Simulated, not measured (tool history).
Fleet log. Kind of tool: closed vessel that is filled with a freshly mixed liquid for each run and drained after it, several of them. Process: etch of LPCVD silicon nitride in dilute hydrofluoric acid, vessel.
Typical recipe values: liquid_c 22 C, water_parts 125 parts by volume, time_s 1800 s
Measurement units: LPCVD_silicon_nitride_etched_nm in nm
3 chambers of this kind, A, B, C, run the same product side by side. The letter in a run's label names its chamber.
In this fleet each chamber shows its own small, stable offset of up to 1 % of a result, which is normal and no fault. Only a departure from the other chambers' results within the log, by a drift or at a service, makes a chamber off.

| run | hour | liquid_c | water_parts | time_s | read-back film thickness of the LPCVD silicon nitride reference wafer, read on the same gauge (nm) | LPCVD_silicon_nitride_etched_nm |
|---|---|---|---|---|---|---|
| 1B | 3.6 | 22 | 125 | 1800 | 120.01 | 7.0211 |
| 2C | 9.0 | 22 | 125 | 1800 | 119.92 | 6.9811 |
|  | 10.8 | chamber B: hydrofluoric acid flow meter replaced |
| 3A | 13.8 | 22 | 125 | 1800 | 120.00 | 7.0624 |
|  | 14.4 | chamber C: thermometer replaced |
| 4A | 17.9 | 22 | 125 | 1800 | 119.97 | 7.0827 |
| 5B | 22.2 | 22 | 125 | 1800 | 120.03 | 7.0326 |
| 6C | 25.5 | 22 | 125 | 1800 | 119.99 | 7.1123 |
| 7A | 29.7 | 22 | 125 | 1800 | 119.98 | 7.0318 |
| 8B | 34.0 | 22 | 125 | 1800 | 120.02 | 6.9997 |
| 9C | 38.6 | 22 | 125 | 1800 | 119.96 | 7.0730 |
| 10B | 44.0 | 25 | 125 | 900 | 120.02 | 4.3065 |
| 11C | 46.7 | 25 | 125 | 900 | 119.95 | 4.2909 |
| 12A | 50.3 | 25 | 125 | 900 | 119.97 | 4.2090 |
| 13A | 53.5 | 22 | 125 | 1800 | 120.00 | 7.0671 |
| 14C | 56.8 | 22 | 125 | 1800 | 119.99 | 6.9822 |
| 15B | 60.0 | 22 | 125 | 1800 | 120.03 | 6.9963 |
| 16B | 65.1 | 22 | 125 | 1800 | 120.00 | 7.0594 |
| 17C | 68.6 | 22 | 125 | 1800 | 119.96 | 7.1036 |
| 18A | 72.3 | 22 | 125 | 1800 | 120.00 | 6.8926 |
| 19C | 75.9 | 22 | 125 | 1800 | 119.99 | 7.0148 |
| 20B | 81.3 | 22 | 125 | 1800 | 120.05 | 6.9971 |
| 21A | 86.3 | 22 | 125 | 1800 | 120.00 | 6.7923 |
| 22B | 92.1 | 22 | 125 | 1800 | 119.99 | 7.0155 |
| 23A | 94.8 | 22 | 125 | 1800 | 120.01 | 6.7878 |
| 24C | 99.4 | 22 | 125 | 1800 | 120.01 | 7.0700 |
| 25C | 103.6 | 22 | 125 | 1800 | 119.97 | 7.1042 |
|  | 104.2 | chamber A: hydrofluoric acid flow meter replaced |
| 26B | 106.7 | 22 | 125 | 1800 | 120.00 | 7.1082 |
| 27A | 109.6 | 22 | 125 | 1800 | 119.99 | 6.6122 |
| 28A | 113.6 | 22 | 125 | 1800 | 119.98 | 6.5993 |

Next, all 3 chambers run the settings below, one line each with question marks for the results. What does each chamber give?
| 29A | 117.8 | 22 | 125 | 1800 |  | ? |
| 29B | 117.8 | 22 | 125 | 1800 |  | ? |
| 29C | 117.8 | 22 | 125 | 1800 |  | ? |

| run | LPCVD_silicon_nitride_etched_nm |
|---|---|
| 29A | 6.6334 |
| 29B | 7.0477 |
| 29C | 7.0908 |
